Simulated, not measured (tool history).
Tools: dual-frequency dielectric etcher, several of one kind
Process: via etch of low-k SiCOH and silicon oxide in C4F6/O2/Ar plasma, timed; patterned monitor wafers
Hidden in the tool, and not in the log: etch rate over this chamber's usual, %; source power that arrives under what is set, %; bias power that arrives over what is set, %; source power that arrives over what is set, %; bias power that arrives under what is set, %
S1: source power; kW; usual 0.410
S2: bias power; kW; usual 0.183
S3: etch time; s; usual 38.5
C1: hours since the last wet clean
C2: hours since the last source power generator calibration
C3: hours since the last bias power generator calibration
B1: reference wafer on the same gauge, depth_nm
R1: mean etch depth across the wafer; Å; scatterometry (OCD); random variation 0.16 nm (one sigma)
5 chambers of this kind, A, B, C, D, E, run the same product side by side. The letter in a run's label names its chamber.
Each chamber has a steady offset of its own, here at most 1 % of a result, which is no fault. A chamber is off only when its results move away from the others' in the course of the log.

Run 1D, hour 9.6: usual settings; C1 304.7; C2 2216.6; C3 847.3; B1 106.02. Result: R1 1020.60 Å.
Run 2C, hour 16.5: usual settings; C1 147.7; C2 616.6; C3 53.2; B1 106.00. Result: R1 1014.80 Å.
Run 3A, hour 21.4: usual settings; C1 254.6; C2 3771.2; C3 1277.5; B1 105.93. Result: R1 1010.20 Å.
Run 4B, hour 28.3: usual settings; C1 50.1; C2 3314.2; C3 2112.2; B1 105.91. Result: R1 1018.70 Å.
Run 5E, hour 34.2: usual settings; C1 447.8; C2 2206.8; C3 2372.9; B1 105.95. Result: R1 1015.80 Å.
Run 6D, hour 39.1: usual settings; C1 334.2; C2 2246.1; C3 876.8; B1 105.90. Result: R1 1017.80 Å.
Run 7A, hour 47.8: usual settings; C1 281.0; C2 3797.6; C3 1303.9; B1 105.95. Result: R1 1007.30 Å.
Run 8B, hour 57.6: usual settings; C1 79.4; C2 3343.5; C3 2141.5; B1 105.88. Result: R1 1017.50 Å.
Run 9C, hour 67.5: usual settings; C1 198.7; C2 667.6; C3 104.2; B1 105.87. Result: R1 1011.30 Å.
Run 10E, hour 77.3: usual settings; C1 490.9; C2 2249.9; C3 2416.0; B1 105.85. Result: R1 1016.60 Å.
Run 11B, hour 86.7: usual settings; C1 108.5; C2 3372.6; C3 2170.6; B1 105.84. Result: R1 1017.90 Å.
At hour 89.0: chamber A: source power generator calibrated.
Run 12C, hour 93.2: usual settings; C1 224.4; C2 693.3; C3 129.9; B1 105.83. Result: R1 1013.40 Å.
At hour 98.6: chamber E: wet clean of the chamber.
Run 13A, hour 98.6: usual settings; C1 331.8; C2 9.6; C3 1354.7; B1 105.80. Result: R1 1006.70 Å.
Run 14E, hour 103.3: usual settings but S2 0.157 kW, S3 45.0 s; C1 4.7; C2 2275.9; C3 2442.0; B1 105.82. Result: R1 1132.30 Å.
Run 15D, hour 109.1: usual settings but S2 0.157 kW, S3 45.0 s; C1 404.2; C2 2316.1; C3 946.8; B1 105.77. Result: R1 1135.30 Å.
Run 16D, hour 113.8: usual settings but S2 0.157 kW, S3 45.0 s; C1 408.9; C2 2320.8; C3 951.5; B1 105.75. Result: R1 1136.10 Å.
Run 17A, hour 122.8: usual settings but S2 0.157 kW, S3 45.0 s; C1 356.0; C2 33.8; C3 1378.9; B1 105.77. Result: R1 1123.20 Å.
Run 18C, hour 133.3: usual settings but S2 0.157 kW, S3 45.0 s; C1 264.5; C2 733.4; C3 170.0; B1 105.73. Result: R1 1127.70 Å.
Run 19B, hour 141.2: usual settings; C1 163.0; C2 3427.1; C3 2225.1; B1 105.72. Result: R1 1015.80 Å.
Run 20E, hour 148.2: usual settings; C1 49.6; C2 2320.8; C3 2486.9; B1 105.73. Result: R1 1016.00 Å.
Run 21D, hour 157.9: usual settings; C1 453.0; C2 2364.9; C3 995.6; B1 105.70. Result: R1 1016.50 Å.
Run 22A, hour 163.7: usual settings but S1 0.460 kW, S2 0.198 kW; C1 396.9; C2 74.7; C3 1419.8; B1 105.72. Result: R1 1078.00 Å.
Run 23E, hour 171.8: usual settings but S1 0.460 kW, S2 0.198 kW; C1 73.2; C2 2344.4; C3 2510.5; B1 105.69. Result: R1 1085.50 Å.
Run 24C, hour 181.7: usual settings but S1 0.460 kW, S2 0.198 kW; C1 312.9; C2 781.8; C3 218.4; B1 105.61. Result: R1 1087.90 Å.
Run 25B, hour 190.8: usual settings but S1 0.460 kW, S2 0.198 kW; C1 212.6; C2 3476.7; C3 2274.7; B1 105.62. Result: R1 1087.40 Å.
Run 26C, hour 200.3: usual settings but S1 0.460 kW, S2 0.198 kW; C1 331.5; C2 800.4; C3 237.0; B1 105.59. Result: R1 1087.60 Å.
Run 27E, hour 208.1: usual settings; C1 109.5; C2 2380.7; C3 2546.8; B1 105.57. Result: R1 1011.20 Å.
Run 28A, hour 215.6: usual settings; C1 448.8; C2 126.6; C3 1471.7; B1 105.58. Result: R1 1005.50 Å.
Run 29B, hour 220.3: usual settings but S1 0.370 kW, S2 0.164 kW; C1 242.1; C2 3506.2; C3 2304.2; B1 105.51. Result: R1 942.96 Å.
Run 30D, hour 228.3: usual settings but S1 0.370 kW, S2 0.164 kW; C1 523.4; C2 2435.3; C3 1066.0; B1 105.50. Result: R1 944.28 Å.
Run 31B, hour 233.1: usual settings but S1 0.370 kW, S2 0.164 kW; C1 254.9; C2 3519.0; C3 2317.0; B1 105.54. Result: R1 944.95 Å.
Run 32C, hour 242.0: usual settings but S1 0.370 kW, S2 0.164 kW; C1 373.2; C2 842.1; C3 278.7; B1 105.56. Result: R1 937.18 Å.
At hour 246.6: chamber D: wet clean of the chamber.
Run 33A, hour 250.6: usual settings but S1 0.370 kW, S2 0.164 kW; C1 483.8; C2 161.6; C3 1506.7; B1 105.46. Result: R1 931.74 Å.
At hour 257.0: chamber C: wet clean of the chamber.
Run 34D, hour 257.0: usual settings; C1 10.4; C2 2464.0; C3 1094.7; B1 105.48. Result: R1 1013.10 Å.
Run 35E, hour 264.2: usual settings; C1 165.6; C2 2436.8; C3 2602.9; B1 105.45. Result: R1 1013.30 Å.
Run 36D, hour 269.0: usual settings; C1 22.4; C2 2476.0; C3 1106.7; B1 105.45. Result: R1 1013.60 Å.
Run 37B, hour 276.4: usual settings but S3 46.0 s; C1 298.2; C2 3562.3; C3 2360.3; B1 105.43. Result: R1 1214.20 Å.
Run 38C, hour 285.9: usual settings but S3 46.0 s; C1 28.9; C2 886.0; C3 322.6; B1 105.44. Result: R1 1207.60 Å.
Run 39E, hour 293.7: usual settings but S3 46.0 s; C1 195.1; C2 2466.3; C3 2632.4; B1 105.39. Result: R1 1210.00 Å.
Run 40A, hour 304.2: usual settings but S3 46.0 s; C1 537.4; C2 215.2; C3 1560.3; B1 105.39. Result: R1 1197.50 Å.
Run 41A, hour 312.5: usual settings but S3 46.0 s; C1 545.7; C2 223.5; C3 1568.6; B1 105.38. Result: R1 1201.50 Å.
Run 42B, hour 320.0: usual settings; C1 341.8; C2 3605.9; C3 2403.9; B1 105.36. Result: R1 1013.10 Å.
Run 43D, hour 330.8: usual settings; C1 84.2; C2 2537.8; C3 1168.5; B1 105.33. Result: R1 1011.70 Å.
Run 44E, hour 338.1: usual settings; C1 239.5; C2 2510.7; C3 2676.8; B1 105.36. Result: R1 1015.10 Å.

Next, every chamber runs the same settings. What will each give?
Run 45A, hour 345.8: usual settings but S2 0.201 kW. Result: R1 ?.
Run 45B, hour 345.8: usual settings but S2 0.201 kW. Result: R1 ?.
Run 45C, hour 345.8: usual settings but S2 0.201 kW. Result: R1 ?.
Run 45D, hour 345.8: usual settings but S2 0.201 kW. Result: R1 ?.
Run 45E, hour 345.8: usual settings but S2 0.201 kW. Result: R1 ?.

run       R1
45A  1035.80
45B  1041.60
45C  1040.60
45D  1042.70
45E  1041.80

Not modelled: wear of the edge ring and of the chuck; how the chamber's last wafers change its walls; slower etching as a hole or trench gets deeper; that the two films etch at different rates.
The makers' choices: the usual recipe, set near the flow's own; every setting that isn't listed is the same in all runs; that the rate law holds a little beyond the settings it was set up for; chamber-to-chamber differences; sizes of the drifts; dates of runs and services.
